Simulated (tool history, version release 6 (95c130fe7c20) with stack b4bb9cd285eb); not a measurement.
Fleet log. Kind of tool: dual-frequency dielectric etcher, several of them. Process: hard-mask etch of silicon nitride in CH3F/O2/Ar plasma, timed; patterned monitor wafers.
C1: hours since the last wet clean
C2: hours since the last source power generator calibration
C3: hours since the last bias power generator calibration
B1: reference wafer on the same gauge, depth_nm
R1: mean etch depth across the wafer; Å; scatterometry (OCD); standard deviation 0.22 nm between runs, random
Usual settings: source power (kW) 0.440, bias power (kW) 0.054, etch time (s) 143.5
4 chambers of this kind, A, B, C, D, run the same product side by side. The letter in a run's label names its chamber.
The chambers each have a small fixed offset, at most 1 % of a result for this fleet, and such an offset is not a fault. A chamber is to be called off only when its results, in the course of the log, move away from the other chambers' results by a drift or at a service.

Run 1B, hour 4.3: usual settings; C1 284.7; C2 1896.1; C3 3091.5; B1 105.50. Result: R1 944.80 Å.
Run 2C, hour 8.5: usual settings; C1 357.7; C2 27.2; C3 1539.7; B1 105.49. Result: R1 947.58 Å.
Run 3A, hour 11.9: usual settings; C1 425.7; C2 2200.6; C3 3733.5; B1 105.49. Result: R1 943.98 Å.
Run 4D, hour 17.6: usual settings; C1 74.6; C2 1529.3; C3 496.7; B1 105.51. Result: R1 952.63 Å.
Run 5A, hour 22.0: usual settings but source power (kW) 0.360, bias power (kW) 0.043; C1 435.8; C2 2210.7; C3 3743.6; B1 105.51. Result: R1 813.74 Å.
Run 6B, hour 27.5: usual settings but source power (kW) 0.360, bias power (kW) 0.043; C1 307.9; C2 1919.3; C3 3114.7; B1 105.47. Result: R1 811.65 Å.
Run 7C, hour 30.9: usual settings but source power (kW) 0.360, bias power (kW) 0.043; C1 380.1; C2 49.6; C3 1562.1; B1 105.51. Result: R1 818.15 Å.
At hour 34.0: chamber B: wet clean of the chamber.
Run 8D, hour 34.8: usual settings but source power (kW) 0.360, bias power (kW) 0.043; C1 91.8; C2 1546.5; C3 513.9; B1 105.48. Result: R1 819.80 Å.
Run 9C, hour 40.2: usual settings; C1 389.4; C2 58.9; C3 1571.4; B1 105.50. Result: R1 950.42 Å.
Run 10D, hour 45.5: usual settings; C1 102.5; C2 1557.2; C3 524.6; B1 105.46. Result: R1 952.79 Å.
Run 11B, hour 49.5: usual settings; C1 15.5; C2 1941.3; C3 3136.7; B1 105.50. Result: R1 942.90 Å.
Run 12A, hour 55.0: usual settings; C1 468.8; C2 2243.7; C3 3776.6; B1 105.50. Result: R1 941.90 Å.
At hour 58.1: chamber C: wet clean of the chamber.
Run 13D, hour 60.3: usual settings; C1 117.3; C2 1572.0; C3 539.4; B1 105.55. Result: R1 950.27 Å.
Run 14C, hour 66.0: usual settings but source power (kW) 0.490, etch time (s) 159.5; C1 7.9; C2 84.7; C3 1597.2; B1 105.47. Result: R1 1100.00 Å.
Run 15B, hour 72.6: usual settings but source power (kW) 0.490, etch time (s) 159.5; C1 38.6; C2 1964.4; C3 3159.8; B1 105.46. Result: R1 1092.70 Å.
Run 16A, hour 76.6: usual settings but source power (kW) 0.490, etch time (s) 159.5; C1 490.4; C2 2265.3; C3 3798.2; B1 105.59. Result: R1 1092.70 Å.
Run 17D, hour 80.6: usual settings but source power (kW) 0.490, etch time (s) 159.5; C1 137.6; C2 1592.3; C3 559.7; B1 105.51. Result: R1 1100.90 Å.
Run 18C, hour 84.0: usual settings; C1 25.9; C2 102.7; C3 1615.2; B1 105.43. Result: R1 947.43 Å.
Run 19A, hour 89.9: usual settings; C1 503.7; C2 2278.6; C3 3811.5; B1 105.50. Result: R1 941.40 Å.
Run 20B, hour 94.8: usual settings; C1 60.8; C2 1986.6; C3 3182.0; B1 105.48. Result: R1 941.15 Å.
Run 21B, hour 101.2: usual settings; C1 67.2; C2 1993.0; C3 3188.4; B1 105.56. Result: R1 941.53 Å.
Run 22D, hour 108.0: usual settings but source power (kW) 0.340; C1 165.0; C2 1619.7; C3 587.1; B1 105.49. Result: R1 856.61 Å.
Run 23A, hour 112.1: usual settings but source power (kW) 0.340; C1 525.9; C2 2300.8; C3 3833.7; B1 105.50. Result: R1 854.11 Å.
Run 24C, hour 119.1: usual settings but source power (kW) 0.340; C1 61.0; C2 137.8; C3 1650.3; B1 105.51. Result: R1 857.52 Å.

Does one chamber stand apart from the rest, does the shared gauge drift, or is all well apart from small per-chamber offsets? Give the chamber and the most likely cause, where there is one.

Neither any chamber nor the gauge drifts; the chambers differ only by their own small, steady offsets.
